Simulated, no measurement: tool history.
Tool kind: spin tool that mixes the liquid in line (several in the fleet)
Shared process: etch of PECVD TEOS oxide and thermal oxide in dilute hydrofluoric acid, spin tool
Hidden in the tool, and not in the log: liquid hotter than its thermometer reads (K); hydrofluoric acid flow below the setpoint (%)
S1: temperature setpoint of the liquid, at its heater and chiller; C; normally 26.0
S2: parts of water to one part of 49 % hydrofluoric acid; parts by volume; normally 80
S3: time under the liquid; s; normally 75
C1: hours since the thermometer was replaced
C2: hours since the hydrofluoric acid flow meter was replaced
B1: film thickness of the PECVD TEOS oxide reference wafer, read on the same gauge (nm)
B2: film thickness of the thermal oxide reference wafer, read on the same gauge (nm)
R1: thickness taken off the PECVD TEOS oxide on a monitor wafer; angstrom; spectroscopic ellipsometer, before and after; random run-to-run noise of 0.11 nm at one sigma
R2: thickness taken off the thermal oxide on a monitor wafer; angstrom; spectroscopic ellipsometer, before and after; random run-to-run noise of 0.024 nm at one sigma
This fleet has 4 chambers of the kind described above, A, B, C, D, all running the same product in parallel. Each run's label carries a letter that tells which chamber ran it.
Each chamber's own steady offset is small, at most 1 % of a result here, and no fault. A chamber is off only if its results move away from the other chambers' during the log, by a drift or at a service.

run    day    S1  S2   S3      C1      C2      B1      B2      R1      R2
     0.221  -- chamber C: thermometer replaced
 1A  0.267  26.0  80   75  2072.7  1889.1  90.012  59.992  229.52  46.893
 2B  0.471  26.0  80   75   523.5    32.2  90.013  59.998  231.89  46.571
 3D  0.662  26.0  80   75   999.3  1040.1  90.019  59.971  231.95  46.814
 4C  0.921  26.0  80   75    16.8   218.2  89.995  60.024  230.06  46.373
 5D  1.196  26.0  80   75  1012.1  1052.9  89.990  59.997  230.92  46.968
 6C  1.583  26.0  80   75    32.7   234.1  90.000  60.006  231.28  46.435
 7B  1.938  26.0  80   75   558.7    67.4  89.984  59.990  232.39  47.093
 8A  2.212  26.0  80   75  2119.4  1935.8  89.999  59.998  229.71  46.762
 9C  2.446  26.0  80   75    53.4   254.8  90.025  60.003  231.06  46.739
10D  2.767  26.0  80   75  1049.8  1090.6  90.022  60.045  231.50  47.140
11B  2.958  26.0  80  120   583.2    91.9  90.002  59.985  371.10  75.593
12A  3.258  26.0  80  120  2144.5  1960.9  90.016  60.000  368.82  75.221
13B  3.546  26.0  80  120   597.3   106.0  90.008  59.967  369.03  74.496
14A  3.896  26.0  80  120  2159.8  1976.2  90.021  60.029  368.45  74.620
15C  4.200  24.5  80   45    95.5   296.9  90.009  60.051  130.30  26.309
16D  4.408  24.5  80   45  1089.2  1130.0  90.006  60.052  131.16  26.741
17D  4.754  24.5  80   45  1097.5  1138.3  90.015  60.047  131.48  26.612
18B  5.112  24.5  80   45   634.9   143.6  90.003  59.982  132.62  26.725
19C  5.504  26.0  80   75   126.8   328.2  90.029  59.964  230.66  46.748
20A  5.875  26.0  80   75  2207.3  2023.7  90.015  59.974  231.34  46.547
21B  6.262  26.0  80   75   662.5   171.2  90.004  60.003  231.29  47.598
22D  6.525  26.0  80   75  1140.0  1180.8  89.991  60.021  232.65  46.844
23A  6.838  26.0  80   75  2230.4  2046.8  89.996  59.989  229.78  46.639
24C  7.175  26.0  80   75   166.9   368.3  90.030  59.980  232.86  46.663
25A  7.442  26.0  80   75  2244.9  2061.3  90.015  60.000  229.22  46.109
26C  7.800  26.0  80   75   181.9   383.3  89.988  59.985  230.87  46.974
27D  8.012  26.0  80   75  1175.7  1216.5  89.968  60.006  231.61  46.879
28B  8.375  26.0  80   75   713.2   221.9  89.990  60.003  233.78  46.872
29B  8.638  26.0  80   75   719.5   228.2  90.008  59.986  230.83  46.604
30C  8.979  26.0  80   75   210.2   411.6  89.996  59.974  230.96  46.428

One chamber off, gauge drift, or nothing amiss beyond the chambers' own small offsets? If it is a chamber, which one, and what is the likeliest cause?

Beyond each chamber's small constant offset nothing stands out, and the gauge stays steady.

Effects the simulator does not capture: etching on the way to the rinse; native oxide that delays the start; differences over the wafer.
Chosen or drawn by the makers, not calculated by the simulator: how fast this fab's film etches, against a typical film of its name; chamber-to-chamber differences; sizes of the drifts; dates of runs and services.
